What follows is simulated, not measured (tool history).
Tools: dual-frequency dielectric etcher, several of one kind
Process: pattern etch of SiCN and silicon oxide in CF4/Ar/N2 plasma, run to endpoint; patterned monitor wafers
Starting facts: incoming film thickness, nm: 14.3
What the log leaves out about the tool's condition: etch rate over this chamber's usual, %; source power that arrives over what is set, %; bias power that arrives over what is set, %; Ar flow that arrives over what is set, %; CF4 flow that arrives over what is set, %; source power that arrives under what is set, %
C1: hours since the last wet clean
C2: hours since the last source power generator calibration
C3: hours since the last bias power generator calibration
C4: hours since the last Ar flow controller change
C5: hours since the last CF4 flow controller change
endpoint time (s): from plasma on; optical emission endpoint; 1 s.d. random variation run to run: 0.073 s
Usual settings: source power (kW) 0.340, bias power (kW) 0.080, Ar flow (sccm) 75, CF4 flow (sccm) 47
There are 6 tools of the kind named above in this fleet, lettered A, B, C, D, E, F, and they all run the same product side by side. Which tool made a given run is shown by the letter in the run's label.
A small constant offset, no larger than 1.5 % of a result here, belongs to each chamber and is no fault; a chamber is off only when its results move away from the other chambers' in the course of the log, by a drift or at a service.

{"run": "1F", "hour": 11.3, "source power (kW)": 0.34, "bias power (kW)": 0.08, "Ar flow (sccm)": 75, "CF4 flow (sccm)": 47, "C1": 265.8, "C2": 4160.2, "C3": 1404.3, "C4": 2032.9, "C5": 1236.0, "endpoint time (s)": 20.494}
{"run": "2B", "hour": 21.2, "source power (kW)": 0.34, "bias power (kW)": 0.08, "Ar flow (sccm)": 75, "CF4 flow (sccm)": 47, "C1": 105.8, "C2": 388.3, "C3": 393.6, "C4": 209.9, "C5": 625.5, "endpoint time (s)": 20.655}
{"run": "3C", "hour": 29.7, "source power (kW)": 0.34, "bias power (kW)": 0.08, "Ar flow (sccm)": 75, "CF4 flow (sccm)": 47, "C1": 192.3, "C2": 2126.6, "C3": 1565.1, "C4": 1414.8, "C5": 611.3, "endpoint time (s)": 20.684}
{"run": "4A", "hour": 43.5, "source power (kW)": 0.34, "bias power (kW)": 0.08, "Ar flow (sccm)": 75, "CF4 flow (sccm)": 47, "C1": 598.8, "C2": 2854.6, "C3": 1655.3, "C4": 588.7, "C5": 1316.2, "endpoint time (s)": 20.984}
{"run": "5E", "hour": 53.1, "source power (kW)": 0.37, "bias power (kW)": 0.08, "Ar flow (sccm)": 75, "CF4 flow (sccm)": 57, "C1": 250.0, "C2": 1106.1, "C3": 2038.2, "C4": 979.8, "C5": 770.3, "endpoint time (s)": 18.602}
{"hour": 55.1, "done": "chamber A: wet clean of the chamber"}
{"run": "6D", "hour": 68.0, "source power (kW)": 0.37, "bias power (kW)": 0.08, "Ar flow (sccm)": 75, "CF4 flow (sccm)": 57, "C1": 259.3, "C2": 959.8, "C3": 1137.1, "C4": 1326.3, "C5": 87.3, "endpoint time (s)": 18.77}
{"run": "7D", "hour": 80.9, "source power (kW)": 0.37, "bias power (kW)": 0.08, "Ar flow (sccm)": 75, "CF4 flow (sccm)": 57, "C1": 272.2, "C2": 972.7, "C3": 1150.0, "C4": 1339.2, "C5": 100.2, "endpoint time (s)": 18.715}
{"run": "8C", "hour": 92.0, "source power (kW)": 0.37, "bias power (kW)": 0.08, "Ar flow (sccm)": 75, "CF4 flow (sccm)": 57, "C1": 254.6, "C2": 2188.9, "C3": 1627.4, "C4": 1477.1, "C5": 673.6, "endpoint time (s)": 18.711}
{"run": "9F", "hour": 103.5, "source power (kW)": 0.37, "bias power (kW)": 0.08, "Ar flow (sccm)": 75, "CF4 flow (sccm)": 57, "C1": 358.0, "C2": 4252.4, "C3": 1496.5, "C4": 2125.1, "C5": 1328.2, "endpoint time (s)": 18.515}
{"hour": 111.8, "done": "chamber A: bias power generator calibrated"}
{"run": "10A", "hour": 117.1, "source power (kW)": 0.37, "bias power (kW)": 0.08, "Ar flow (sccm)": 75, "CF4 flow (sccm)": 57, "C1": 62.0, "C2": 2928.2, "C3": 5.3, "C4": 662.3, "C5": 1389.8, "endpoint time (s)": 19.115}
{"run": "11B", "hour": 126.3, "source power (kW)": 0.34, "bias power (kW)": 0.089, "Ar flow (sccm)": 75, "CF4 flow (sccm)": 47, "C1": 210.9, "C2": 493.4, "C3": 498.7, "C4": 315.0, "C5": 730.6, "endpoint time (s)": 19.975}
{"run": "12E", "hour": 136.5, "source power (kW)": 0.34, "bias power (kW)": 0.089, "Ar flow (sccm)": 75, "CF4 flow (sccm)": 47, "C1": 333.4, "C2": 1189.5, "C3": 2121.6, "C4": 1063.2, "C5": 853.7, "endpoint time (s)": 20.128}
{"run": "13E", "hour": 150.6, "source power (kW)": 0.34, "bias power (kW)": 0.089, "Ar flow (sccm)": 75, "CF4 flow (sccm)": 47, "C1": 347.5, "C2": 1203.6, "C3": 2135.7, "C4": 1077.3, "C5": 867.8, "endpoint time (s)": 19.999}
{"run": "14A", "hour": 162.1, "source power (kW)": 0.34, "bias power (kW)": 0.089, "Ar flow (sccm)": 75, "CF4 flow (sccm)": 47, "C1": 107.0, "C2": 2973.2, "C3": 50.3, "C4": 707.3, "C5": 1434.8, "endpoint time (s)": 20.163}
{"run": "15D", "hour": 172.2, "source power (kW)": 0.34, "bias power (kW)": 0.089, "Ar flow (sccm)": 75, "CF4 flow (sccm)": 47, "C1": 363.5, "C2": 1064.0, "C3": 1241.3, "C4": 1430.5, "C5": 191.5, "endpoint time (s)": 19.964}
{"run": "16F", "hour": 179.4, "source power (kW)": 0.34, "bias power (kW)": 0.089, "Ar flow (sccm)": 75, "CF4 flow (sccm)": 47, "C1": 433.9, "C2": 4328.3, "C3": 1572.4, "C4": 2201.0, "C5": 1404.1, "endpoint time (s)": 19.795}
{"hour": 183.5, "done": "chamber F: source power generator calibrated"}
{"run": "17C", "hour": 186.7, "source power (kW)": 0.34, "bias power (kW)": 0.08, "Ar flow (sccm)": 75, "CF4 flow (sccm)": 47, "C1": 349.3, "C2": 2283.6, "C3": 1722.1, "C4": 1571.8, "C5": 768.3, "endpoint time (s)": 20.794}
{"hour": 186.9, "done": "chamber C: wet clean of the chamber"}
{"run": "18B", "hour": 199.5, "source power (kW)": 0.34, "bias power (kW)": 0.08, "Ar flow (sccm)": 75, "CF4 flow (sccm)": 47, "C1": 284.1, "C2": 566.6, "C3": 571.9, "C4": 388.2, "C5": 803.8, "endpoint time (s)": 20.695}
{"run": "19E", "hour": 209.6, "source power (kW)": 0.34, "bias power (kW)": 0.08, "Ar flow (sccm)": 75, "CF4 flow (sccm)": 47, "C1": 406.5, "C2": 1262.6, "C3": 2194.7, "C4": 1136.3, "C5": 926.8, "endpoint time (s)": 20.711}
{"run": "20D", "hour": 216.2, "source power (kW)": 0.41, "bias power (kW)": 0.08, "Ar flow (sccm)": 75, "CF4 flow (sccm)": 47, "C1": 407.5, "C2": 1108.0, "C3": 1285.3, "C4": 1474.5, "C5": 235.5, "endpoint time (s)": 17.46}
{"run": "21F", "hour": 223.1, "source power (kW)": 0.41, "bias power (kW)": 0.08, "Ar flow (sccm)": 75, "CF4 flow (sccm)": 47, "C1": 477.6, "C2": 39.6, "C3": 1616.1, "C4": 2244.7, "C5": 1447.8, "endpoint time (s)": 17.394}
{"run": "22C", "hour": 232.0, "source power (kW)": 0.41, "bias power (kW)": 0.08, "Ar flow (sccm)": 75, "CF4 flow (sccm)": 47, "C1": 45.2, "C2": 2328.9, "C3": 1767.4, "C4": 1617.1, "C5": 813.6, "endpoint time (s)": 17.557}
{"hour": 232.1, "done": "chamber E: wet clean of the chamber"}
{"run": "23B", "hour": 241.0, "source power (kW)": 0.41, "bias power (kW)": 0.08, "Ar flow (sccm)": 75, "CF4 flow (sccm)": 47, "C1": 325.6, "C2": 608.1, "C3": 613.4, "C4": 429.7, "C5": 845.3, "endpoint time (s)": 17.619}
{"run": "24A", "hour": 250.9, "source power (kW)": 0.41, "bias power (kW)": 0.08, "Ar flow (sccm)": 75, "CF4 flow (sccm)": 47, "C1": 195.8, "C2": 3062.0, "C3": 139.1, "C4": 796.1, "C5": 1523.6, "endpoint time (s)": 17.952}
{"run": "25F", "hour": 264.9, "source power (kW)": 0.41, "bias power (kW)": 0.08, "Ar flow (sccm)": 75, "CF4 flow (sccm)": 47, "C1": 519.4, "C2": 81.4, "C3": 1657.9, "C4": 2286.5, "C5": 1489.6, "endpoint time (s)": 17.473}
{"run": "26C", "hour": 271.5, "source power (kW)": 0.34, "bias power (kW)": 0.08, "Ar flow (sccm)": 83, "CF4 flow (sccm)": 47, "C1": 84.7, "C2": 2368.4, "C3": 1806.9, "C4": 1656.6, "C5": 853.1, "endpoint time (s)": 21.105}
{"run": "27D", "hour": 284.7, "source power (kW)": 0.34, "bias power (kW)": 0.08, "Ar flow (sccm)": 83, "CF4 flow (sccm)": 47, "C1": 476.0, "C2": 1176.5, "C3": 1353.8, "C4": 1543.0, "C5": 304.0, "endpoint time (s)": 20.882}
{"hour": 289.5, "done": "chamber F: wet clean of the chamber"}
{"run": "28B", "hour": 297.3, "source power (kW)": 0.34, "bias power (kW)": 0.08, "Ar flow (sccm)": 83, "CF4 flow (sccm)": 47, "C1": 381.9, "C2": 664.4, "C3": 669.7, "C4": 486.0, "C5": 901.6, "endpoint time (s)": 20.874}
{"run": "29E", "hour": 311.0, "source power (kW)": 0.34, "bias power (kW)": 0.08, "Ar flow (sccm)": 83, "CF4 flow (sccm)": 47, "C1": 78.9, "C2": 1364.0, "C3": 2296.1, "C4": 1237.7, "C5": 1028.2, "endpoint time (s)": 21.408}
{"run": "30A", "hour": 325.2, "source power (kW)": 0.34, "bias power (kW)": 0.08, "Ar flow (sccm)": 83, "CF4 flow (sccm)": 47, "C1": 270.1, "C2": 3136.3, "C3": 213.4, "C4": 870.4, "C5": 1597.9, "endpoint time (s)": 21.268}
{"run": "31E", "hour": 338.6, "source power (kW)": 0.34, "bias power (kW)": 0.08, "Ar flow (sccm)": 83, "CF4 flow (sccm)": 47, "C1": 106.5, "C2": 1391.6, "C3": 2323.7, "C4": 1265.3, "C5": 1055.8, "endpoint time (s)": 21.45}
{"run": "32F", "hour": 352.1, "source power (kW)": 0.34, "bias power (kW)": 0.08, "Ar flow (sccm)": 75, "CF4 flow (sccm)": 47, "C1": 62.7, "C2": 168.6, "C3": 1745.1, "C4": 2373.7, "C5": 1576.8, "endpoint time (s)": 20.519}
{"run": "33D", "hour": 361.3, "source power (kW)": 0.34, "bias power (kW)": 0.08, "Ar flow (sccm)": 75, "CF4 flow (sccm)": 47, "C1": 552.6, "C2": 1253.1, "C3": 1430.4, "C4": 1619.6, "C5": 380.6, "endpoint time (s)": 20.552}
{"run": "34A", "hour": 370.5, "source power (kW)": 0.34, "bias power (kW)": 0.08, "Ar flow (sccm)": 75, "CF4 flow (sccm)": 47, "C1": 315.4, "C2": 3181.6, "C3": 258.7, "C4": 915.7, "C5": 1643.2, "endpoint time (s)": 21.002}
{"run": "35C", "hour": 382.0, "source power (kW)": 0.34, "bias power (kW)": 0.08, "Ar flow (sccm)": 75, "CF4 flow (sccm)": 47, "C1": 195.2, "C2": 2478.9, "C3": 1917.4, "C4": 1767.1, "C5": 963.6, "endpoint time (s)": 20.769}
{"run": "36B", "hour": 391.9, "source power (kW)": 0.34, "bias power (kW)": 0.062, "Ar flow (sccm)": 75, "CF4 flow (sccm)": 47, "C1": 476.5, "C2": 759.0, "C3": 764.3, "C4": 580.6, "C5": 996.2, "endpoint time (s)": 22.673}
{"run": "37A", "hour": 400.5, "source power (kW)": 0.34, "bias power (kW)": 0.062, "Ar flow (sccm)": 75, "CF4 flow (sccm)": 47, "C1": 345.4, "C2": 3211.6, "C3": 288.7, "C4": 945.7, "C5": 1673.2, "endpoint time (s)": 22.784}
{"run": "38B", "hour": 412.4, "source power (kW)": 0.34, "bias power (kW)": 0.062, "Ar flow (sccm)": 75, "CF4 flow (sccm)": 47, "C1": 497.0, "C2": 779.5, "C3": 784.8, "C4": 601.1, "C5": 1016.7, "endpoint time (s)": 22.674}
{"run": "39F", "hour": 422.3, "source power (kW)": 0.34, "bias power (kW)": 0.062, "Ar flow (sccm)": 75, "CF4 flow (sccm)": 47, "C1": 132.9, "C2": 238.8, "C3": 1815.3, "C4": 2443.9, "C5": 1647.0, "endpoint time (s)": 22.486}

Next, every chamber runs the same settings. What will each give?
{"run": "40A", "hour": 433.1, "source power (kW)": 0.28, "bias power (kW)": 0.08, "Ar flow (sccm)": 75, "CF4 flow (sccm)": 47, "endpoint time (s)": "?"}
{"run": "40B", "hour": 433.1, "source power (kW)": 0.28, "bias power (kW)": 0.08, "Ar flow (sccm)": 75, "CF4 flow (sccm)": 47, "endpoint time (s)": "?"}
{"run": "40C", "hour": 433.1, "source power (kW)": 0.28, "bias power (kW)": 0.08, "Ar flow (sccm)": 75, "CF4 flow (sccm)": 47, "endpoint time (s)": "?"}
{"run": "40D", "hour": 433.1, "source power (kW)": 0.28, "bias power (kW)": 0.08, "Ar flow (sccm)": 75, "CF4 flow (sccm)": 47, "endpoint time (s)": "?"}
{"run": "40E", "hour": 433.1, "source power (kW)": 0.28, "bias power (kW)": 0.08, "Ar flow (sccm)": 75, "CF4 flow (sccm)": 47, "endpoint time (s)": "?"}
{"run": "40F", "hour": 433.1, "source power (kW)": 0.28, "bias power (kW)": 0.08, "Ar flow (sccm)": 75, "CF4 flow (sccm)": 47, "endpoint time (s)": "?"}

run=40A endpoint_time_(s)=24.808
run=40B endpoint_time_(s)=24.506
run=40C endpoint_time_(s)=24.563
run=40D endpoint_time_(s)=24.261
run=40E endpoint_time_(s)=25.186
run=40F endpoint_time_(s)=24.127

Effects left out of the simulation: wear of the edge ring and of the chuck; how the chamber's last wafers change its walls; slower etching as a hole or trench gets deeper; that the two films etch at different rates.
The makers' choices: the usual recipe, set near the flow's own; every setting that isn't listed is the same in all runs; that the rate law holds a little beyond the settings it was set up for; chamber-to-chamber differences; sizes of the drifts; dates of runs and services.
